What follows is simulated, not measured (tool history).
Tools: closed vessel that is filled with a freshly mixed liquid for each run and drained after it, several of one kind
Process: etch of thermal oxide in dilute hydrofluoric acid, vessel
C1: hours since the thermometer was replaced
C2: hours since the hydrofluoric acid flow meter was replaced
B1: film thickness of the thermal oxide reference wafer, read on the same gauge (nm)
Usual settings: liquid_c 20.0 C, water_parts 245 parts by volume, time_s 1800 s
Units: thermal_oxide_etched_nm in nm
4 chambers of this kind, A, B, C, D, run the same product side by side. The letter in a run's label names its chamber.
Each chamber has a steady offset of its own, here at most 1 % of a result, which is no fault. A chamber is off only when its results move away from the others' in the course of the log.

run 1A hour=4.4 | liquid_c=20.0 water_parts=245 time_s=1800 | C1=938.0 C2=415.3 | B1=130.02 | thermal_oxide_etched_nm=25.654
run 2D hour=9.2 | liquid_c=20.0 water_parts=245 time_s=1800 | C1=940.2 C2=512.1 | B1=129.99 | thermal_oxide_etched_nm=25.613
run 3C hour=14.8 | liquid_c=20.0 water_parts=245 time_s=1800 | C1=312.7 C2=124.5 | B1=130.01 | thermal_oxide_etched_nm=25.409
run 4B hour=19.7 | liquid_c=20.0 water_parts=245 time_s=1800 | C1=54.0 C2=237.7 | B1=129.97 | thermal_oxide_etched_nm=25.485
run 5C hour=26.5 | liquid_c=20.0 water_parts=245 time_s=1800 | C1=324.4 C2=136.2 | B1=130.01 | thermal_oxide_etched_nm=25.402
run 6A hour=32.2 | liquid_c=20.0 water_parts=245 time_s=1800 | C1=965.8 C2=443.1 | B1=129.96 | thermal_oxide_etched_nm=25.401
run 7B hour=37.4 | liquid_c=20.0 water_parts=245 time_s=1800 | C1=71.7 C2=255.4 | B1=130.01 | thermal_oxide_etched_nm=25.610
run 8D hour=44.3 | liquid_c=17.5 water_parts=245 time_s=1245 | C1=975.3 C2=547.2 | B1=129.98 | thermal_oxide_etched_nm=16.166
run 9B hour=49.4 | liquid_c=17.5 water_parts=245 time_s=1245 | C1=83.7 C2=267.4 | B1=129.99 | thermal_oxide_etched_nm=16.131
run 10C hour=54.2 | liquid_c=17.5 water_parts=245 time_s=1245 | C1=352.1 C2=163.9 | B1=130.01 | thermal_oxide_etched_nm=15.968
run 11A hour=60.0 | liquid_c=17.5 water_parts=245 time_s=1245 | C1=993.6 C2=470.9 | B1=130.02 | thermal_oxide_etched_nm=16.155
-- hour=62.4 chamber A: thermometer replaced
run 12D hour=65.3 | liquid_c=20.0 water_parts=305 time_s=1260 | C1=996.3 C2=568.2 | B1=130.01 | thermal_oxide_etched_nm=13.773
run 13C hour=72.3 | liquid_c=20.0 water_parts=305 time_s=1260 | C1=370.2 C2=182.0 | B1=129.99 | thermal_oxide_etched_nm=13.604
run 14B hour=77.7 | liquid_c=20.0 water_parts=305 time_s=1260 | C1=112.0 C2=295.7 | B1=130.00 | thermal_oxide_etched_nm=13.546
run 15D hour=84.6 | liquid_c=20.0 water_parts=305 time_s=1260 | C1=1015.6 C2=587.5 | B1=130.00 | thermal_oxide_etched_nm=13.551
run 16A hour=88.9 | liquid_c=20.0 water_parts=245 time_s=1800 | C1=26.6 C2=499.8 | B1=129.97 | thermal_oxide_etched_nm=25.910
run 17B hour=95.2 | liquid_c=20.0 water_parts=245 time_s=1800 | C1=129.5 C2=313.2 | B1=130.00 | thermal_oxide_etched_nm=25.507
run 18D hour=101.2 | liquid_c=20.0 water_parts=245 time_s=1800 | C1=1032.2 C2=604.1 | B1=130.00 | thermal_oxide_etched_nm=25.350
run 19C hour=106.5 | liquid_c=20.0 water_parts=245 time_s=1800 | C1=404.4 C2=216.2 | B1=130.01 | thermal_oxide_etched_nm=25.524
run 20A hour=112.6 | liquid_c=20.0 water_parts=245 time_s=1800 | C1=50.3 C2=523.5 | B1=129.99 | thermal_oxide_etched_nm=25.726
run 21B hour=116.4 | liquid_c=23.5 water_parts=245 time_s=1800 | C1=150.7 C2=334.4 | B1=130.01 | thermal_oxide_etched_nm=29.327
run 22D hour=120.5 | liquid_c=23.5 water_parts=245 time_s=1800 | C1=1051.5 C2=623.4 | B1=129.97 | thermal_oxide_etched_nm=28.709
run 23A hour=126.7 | liquid_c=23.5 water_parts=245 time_s=1800 | C1=64.4 C2=537.6 | B1=130.01 | thermal_oxide_etched_nm=29.420
run 24C hour=130.5 | liquid_c=23.5 water_parts=245 time_s=1800 | C1=428.4 C2=240.2 | B1=129.99 | thermal_oxide_etched_nm=28.921
run 25A hour=135.3 | liquid_c=20.0 water_parts=245 time_s=1800 | C1=73.0 C2=546.2 | B1=129.99 | thermal_oxide_etched_nm=25.749
run 26B hour=138.4 | liquid_c=18.0 water_parts=160 time_s=1800 | C1=172.7 C2=356.4 | B1=129.97 | thermal_oxide_etched_nm=39.286
run 27D hour=145.0 | liquid_c=18.0 water_parts=160 time_s=1800 | C1=1076.0 C2=647.9 | B1=130.01 | thermal_oxide_etched_nm=37.791
run 28C hour=149.7 | liquid_c=18.0 water_parts=160 time_s=1800 | C1=447.6 C2=259.4 | B1=130.02 | thermal_oxide_etched_nm=39.184
run 29C hour=155.2 | liquid_c=18.0 water_parts=160 time_s=1800 | C1=453.1 C2=264.9 | B1=130.01 | thermal_oxide_etched_nm=39.410
run 30D hour=161.1 | liquid_c=20.0 water_parts=245 time_s=1800 | C1=1092.1 C2=664.0 | B1=130.00 | thermal_oxide_etched_nm=24.582
run 31B hour=167.0 | liquid_c=20.0 water_parts=245 time_s=1800 | C1=201.3 C2=385.0 | B1=130.02 | thermal_oxide_etched_nm=25.364
run 32A hour=170.5 | liquid_c=20.0 water_parts=245 time_s=1800 | C1=108.2 C2=581.4 | B1=129.97 | thermal_oxide_etched_nm=25.738
run 33D hour=177.5 | liquid_c=20.0 water_parts=245 time_s=1800 | C1=1108.5 C2=680.4 | B1=129.99 | thermal_oxide_etched_nm=24.303
run 34A hour=184.0 | liquid_c=20.0 water_parts=245 time_s=1800 | C1=121.7 C2=594.9 | B1=129.97 | thermal_oxide_etched_nm=25.517
run 35C hour=189.5 | liquid_c=20.0 water_parts=245 time_s=1800 | C1=487.4 C2=299.2 | B1=130.01 | thermal_oxide_etched_nm=25.494
run 36B hour=193.5 | liquid_c=22.5 water_parts=245 time_s=1295 | C1=227.8 C2=411.5 | B1=130.02 | thermal_oxide_etched_nm=20.017
run 37A hour=196.7 | liquid_c=22.5 water_parts=245 time_s=1295 | C1=134.4 C2=607.6 | B1=129.99 | thermal_oxide_etched_nm=20.338

Next, every chamber runs the same settings. What will each give?
run 38A hour=201.8 | liquid_c=20.0 water_parts=245 time_s=1800 | thermal_oxide_etched_nm=?
run 38B hour=201.8 | liquid_c=20.0 water_parts=245 time_s=1800 | thermal_oxide_etched_nm=?
run 38C hour=201.8 | liquid_c=20.0 water_parts=245 time_s=1800 | thermal_oxide_etched_nm=?
run 38D hour=201.8 | liquid_c=20.0 water_parts=245 time_s=1800 | thermal_oxide_etched_nm=?

run=38A thermal_oxide_etched_nm=25.629
run=38B thermal_oxide_etched_nm=25.424
run=38C thermal_oxide_etched_nm=25.462
run=38D thermal_oxide_etched_nm=24.133
